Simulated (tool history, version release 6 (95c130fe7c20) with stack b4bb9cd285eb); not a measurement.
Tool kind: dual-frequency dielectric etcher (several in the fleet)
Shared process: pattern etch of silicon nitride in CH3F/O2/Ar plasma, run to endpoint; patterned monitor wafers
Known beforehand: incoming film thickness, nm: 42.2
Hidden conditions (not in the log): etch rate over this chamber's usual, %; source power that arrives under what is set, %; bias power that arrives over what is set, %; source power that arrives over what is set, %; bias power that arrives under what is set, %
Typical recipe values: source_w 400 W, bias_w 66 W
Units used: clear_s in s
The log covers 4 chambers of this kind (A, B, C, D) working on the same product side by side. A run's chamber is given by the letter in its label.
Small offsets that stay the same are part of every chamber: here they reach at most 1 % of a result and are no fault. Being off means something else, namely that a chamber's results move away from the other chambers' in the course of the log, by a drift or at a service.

run,hour,source_w,bias_w,hours since the last wet clean,hours since the last source power generator calibration,hours since the last bias power generator calibration,clear_s
1A,14,400,66,231.2,1650,220.2,62.624
2B,23,400,66,180,3248.2,2822.8,62.7
3D,34.8,400,66,204.2,769.5,2223,62.149
4C,42.2,400,66,131.8,3503.7,2422.1,62.771
5B,53.3,400,66,210.3,3278.5,2853.1,62.665
6A,67.3,400,66,284.5,1703.3,273.5,62.514
7C,74.7,400,66,164.3,3536.2,2454.6,63.217
8D,88.9,400,66,258.3,823.6,2277.1,62.605
9D,95.8,400,66,265.2,830.5,2284,62.344
10A,108.3,320,79,325.5,1744.3,314.5,63.568
11C,121.2,320,79,210.8,3582.7,2501.1,64.221
12B,128.6,320,79,285.6,3353.8,2928.4,64.437
13A,137.1,320,79,354.3,1773.1,343.3,64.473
14D,151.6,400,66,321,886.3,2339.8,62.42
15B,158.2,400,66,315.2,3383.4,2958,62.688
16C,164.7,400,66,254.3,3626.2,2544.6,63.155
17B,173.3,400,66,330.3,3398.5,2973.1,63.001
# hour 180.7: chamber A: wet clean of the chamber
18C,183.2,400,66,272.8,3644.7,2563.1,63.201
19D,192.5,400,66,361.9,927.2,2380.7,60.946
20A,202.5,400,66,21.8,1838.5,408.7,61.726
21D,212.5,400,66,381.9,947.2,2400.7,60.928
22B,222,400,66,379,3447.2,3021.8,63.042
23A,236.9,400,66,56.2,1872.9,443.1,62.724
24C,249.8,400,66,339.4,3711.3,2629.7,63.149
25A,258.5,400,66,77.8,1894.5,464.7,62.218
26B,270.7,400,66,427.7,3495.9,3070.5,62.746
27C,284.8,400,66,374.4,3746.3,2664.7,63.312
28D,291.8,400,66,461.2,1026.5,2480,60.891
29C,303.1,400,66,392.7,3764.6,2683,63.115
30D,316.3,400,66,485.7,1051,2504.5,60.523
31B,328.3,400,66,485.3,3553.5,3128.1,62.538

Which is it: a chamber that has drifted or been left off by a service, a gauge drift common to all chambers, or only each chamber's usual small offset? If a chamber is off, name it and its likeliest cause.

Chamber D drifts away from the others.
Likeliest cause: etch rate over this chamber's usual, % = 4.31.

Below are 4 candidate recipes for chamber D's next run, each the usual settings with a change, their results shown as question marks. Which of them brings D's results back in line with what the other chambers give on the usual settings?
In-line tolerance around the mean of the other chambers on the usual settings: clear_s 1.1 s
32D-1,339,400,75,,,,?
32D-2,339,400,52,,,,?
32D-3,339,400,82,,,,?
32D-4,339,350,66,,,,?

What the other chambers average on the usual settings: clear_s 62.811 s
run,clear_s
32D-1,57.314
32D-2,64.756
32D-3,55.549
32D-4,63.028
32D-4 brings the chamber back in line.

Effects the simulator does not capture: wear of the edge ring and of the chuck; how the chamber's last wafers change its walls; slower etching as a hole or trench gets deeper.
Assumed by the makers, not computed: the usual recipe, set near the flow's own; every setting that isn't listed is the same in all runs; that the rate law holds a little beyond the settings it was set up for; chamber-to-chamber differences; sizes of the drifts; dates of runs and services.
